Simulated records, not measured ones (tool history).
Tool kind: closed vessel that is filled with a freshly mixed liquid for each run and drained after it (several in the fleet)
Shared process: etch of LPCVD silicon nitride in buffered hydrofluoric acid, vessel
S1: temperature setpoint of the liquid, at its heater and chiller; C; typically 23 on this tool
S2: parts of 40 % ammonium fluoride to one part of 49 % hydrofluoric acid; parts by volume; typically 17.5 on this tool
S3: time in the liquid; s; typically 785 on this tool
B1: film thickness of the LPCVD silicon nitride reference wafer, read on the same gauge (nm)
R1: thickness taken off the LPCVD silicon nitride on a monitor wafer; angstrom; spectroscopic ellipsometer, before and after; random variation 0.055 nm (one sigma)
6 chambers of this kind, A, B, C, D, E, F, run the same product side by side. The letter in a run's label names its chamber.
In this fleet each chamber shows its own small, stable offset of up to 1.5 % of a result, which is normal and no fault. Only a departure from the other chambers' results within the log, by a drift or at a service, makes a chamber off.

{"run": "1C", "hour": 4.9, "S1": 23, "S2": 17.5, "S3": 785, "B1": 29.996, "R1": 65.015}
{"run": "2E", "hour": 12.2, "S1": 23, "S2": 17.5, "S3": 785, "B1": 30.011, "R1": 64.623}
{"run": "3A", "hour": 16.5, "S1": 23, "S2": 17.5, "S3": 785, "B1": 30.013, "R1": 65.964}
{"run": "4B", "hour": 20.7, "S1": 23, "S2": 17.5, "S3": 785, "B1": 30.03, "R1": 65.166}
{"hour": 22.9, "done": "chamber D: hydrofluoric acid flow meter replaced"}
{"run": "5F", "hour": 28.2, "S1": 27.5, "S2": 12, "S3": 785, "B1": 30.009, "R1": 119.77}
{"run": "6D", "hour": 34.2, "S1": 27.5, "S2": 12, "S3": 785, "B1": 30.001, "R1": 122.2}
{"run": "7D", "hour": 41.9, "S1": 27.5, "S2": 12, "S3": 785, "B1": 29.987, "R1": 121.83}
{"run": "8C", "hour": 46.8, "S1": 27.5, "S2": 12, "S3": 785, "B1": 29.985, "R1": 121.32}
{"run": "9F", "hour": 54.8, "S1": 27.5, "S2": 12, "S3": 785, "B1": 30.005, "R1": 119.16}
{"run": "10E", "hour": 58.5, "S1": 27.5, "S2": 12, "S3": 785, "B1": 30.018, "R1": 120.17}
{"run": "11A", "hour": 65.2, "S1": 23, "S2": 23, "S3": 970, "B1": 30.01, "R1": 63.267}
{"run": "12B", "hour": 73.4, "S1": 23, "S2": 23, "S3": 970, "B1": 30.01, "R1": 62.793}
{"run": "13B", "hour": 80.6, "S1": 23, "S2": 23, "S3": 970, "B1": 29.997, "R1": 64.77}
{"hour": 81.1, "done": "chamber F: thermometer replaced"}
{"run": "14A", "hour": 85.1, "S1": 23, "S2": 23, "S3": 970, "B1": 29.991, "R1": 63.866}
{"run": "15E", "hour": 93.3, "S1": 23, "S2": 23, "S3": 970, "B1": 30.02, "R1": 63.935}
{"run": "16F", "hour": 98.6, "S1": 23, "S2": 23, "S3": 970, "B1": 30.001, "R1": 64.295}
{"run": "17D", "hour": 103.9, "S1": 23, "S2": 17.5, "S3": 785, "B1": 29.978, "R1": 65.675}
{"run": "18C", "hour": 109.2, "S1": 23, "S2": 17.5, "S3": 785, "B1": 30, "R1": 65.555}
{"run": "19E", "hour": 116.8, "S1": 23, "S2": 17.5, "S3": 785, "B1": 30.002, "R1": 66.073}
{"run": "20A", "hour": 123.3, "S1": 21, "S2": 17.5, "S3": 975, "B1": 29.984, "R1": 71.42}
{"run": "21C", "hour": 130.2, "S1": 21, "S2": 17.5, "S3": 975, "B1": 29.993, "R1": 72.226}
{"run": "22D", "hour": 137.9, "S1": 21, "S2": 17.5, "S3": 975, "B1": 30.015, "R1": 72.905}
{"run": "23B", "hour": 146.0, "S1": 21, "S2": 17.5, "S3": 975, "B1": 29.984, "R1": 72.957}
{"run": "24F", "hour": 154.1, "S1": 21, "S2": 17.5, "S3": 975, "B1": 30.006, "R1": 71.881}
{"run": "25F", "hour": 160.0, "S1": 21, "S2": 17.5, "S3": 975, "B1": 30.009, "R1": 71.573}
{"run": "26C", "hour": 168.1, "S1": 23, "S2": 17.5, "S3": 785, "B1": 30.01, "R1": 66.008}
{"run": "27D", "hour": 173.5, "S1": 25.5, "S2": 17.5, "S3": 1215, "B1": 30.001, "R1": 114.16}
{"run": "28E", "hour": 178.8, "S1": 25.5, "S2": 17.5, "S3": 1215, "B1": 30.005, "R1": 121.14}
{"run": "29B", "hour": 182.6, "S1": 25.5, "S2": 17.5, "S3": 1215, "B1": 30.011, "R1": 116.9}
{"hour": 185.9, "done": "chamber C: thermometer replaced"}
{"run": "30A", "hour": 186.5, "S1": 25.5, "S2": 17.5, "S3": 1215, "B1": 30.006, "R1": 113.51}
{"run": "31B", "hour": 192.8, "S1": 25.5, "S2": 17.5, "S3": 1215, "B1": 29.996, "R1": 116.74}
{"run": "32E", "hour": 197.0, "S1": 25.5, "S2": 17.5, "S3": 1215, "B1": 29.994, "R1": 119.88}
{"run": "33A", "hour": 201.4, "S1": 23, "S2": 17.5, "S3": 785, "B1": 30.008, "R1": 64.496}
{"run": "34C", "hour": 205.3, "S1": 23, "S2": 17.5, "S3": 785, "B1": 30.007, "R1": 65.303}
{"run": "35F", "hour": 211.5, "S1": 23, "S2": 17.5, "S3": 785, "B1": 30.003, "R1": 65.24}
{"run": "36D", "hour": 216.2, "S1": 23, "S2": 17.5, "S3": 785, "B1": 30.005, "R1": 64.726}
{"run": "37E", "hour": 220.3, "S1": 23, "S2": 17.5, "S3": 785, "B1": 29.984, "R1": 68.858}
{"run": "38F", "hour": 225.7, "S1": 23, "S2": 17.5, "S3": 785, "B1": 30.014, "R1": 65.235}
{"run": "39C", "hour": 232.7, "S1": 23, "S2": 17.5, "S3": 785, "B1": 30.004, "R1": 65.996}
{"run": "40A", "hour": 238.7, "S1": 23, "S2": 17.5, "S3": 785, "B1": 29.977, "R1": 64.047}
{"run": "41D", "hour": 246.2, "S1": 23, "S2": 17.5, "S3": 785, "B1": 30.009, "R1": 65.724}

All chambers now run identical settings, listed one chamber a line with results as question marks. What results will each chamber show?
{"run": "42A", "hour": 252.0, "S1": 23, "S2": 17.5, "S3": 785, "R1": "?"}
{"run": "42B", "hour": 252.0, "S1": 23, "S2": 17.5, "S3": 785, "R1": "?"}
{"run": "42C", "hour": 252.0, "S1": 23, "S2": 17.5, "S3": 785, "R1": "?"}
{"run": "42D", "hour": 252.0, "S1": 23, "S2": 17.5, "S3": 785, "R1": "?"}
{"run": "42E", "hour": 252.0, "S1": 23, "S2": 17.5, "S3": 785, "R1": "?"}
{"run": "42F", "hour": 252.0, "S1": 23, "S2": 17.5, "S3": 785, "R1": "?"}

run=42A R1=64.136
run=42B R1=65.22
run=42C R1=65.163
run=42D R1=65.884
run=42E R1=70.295
run=42F R1=65.367
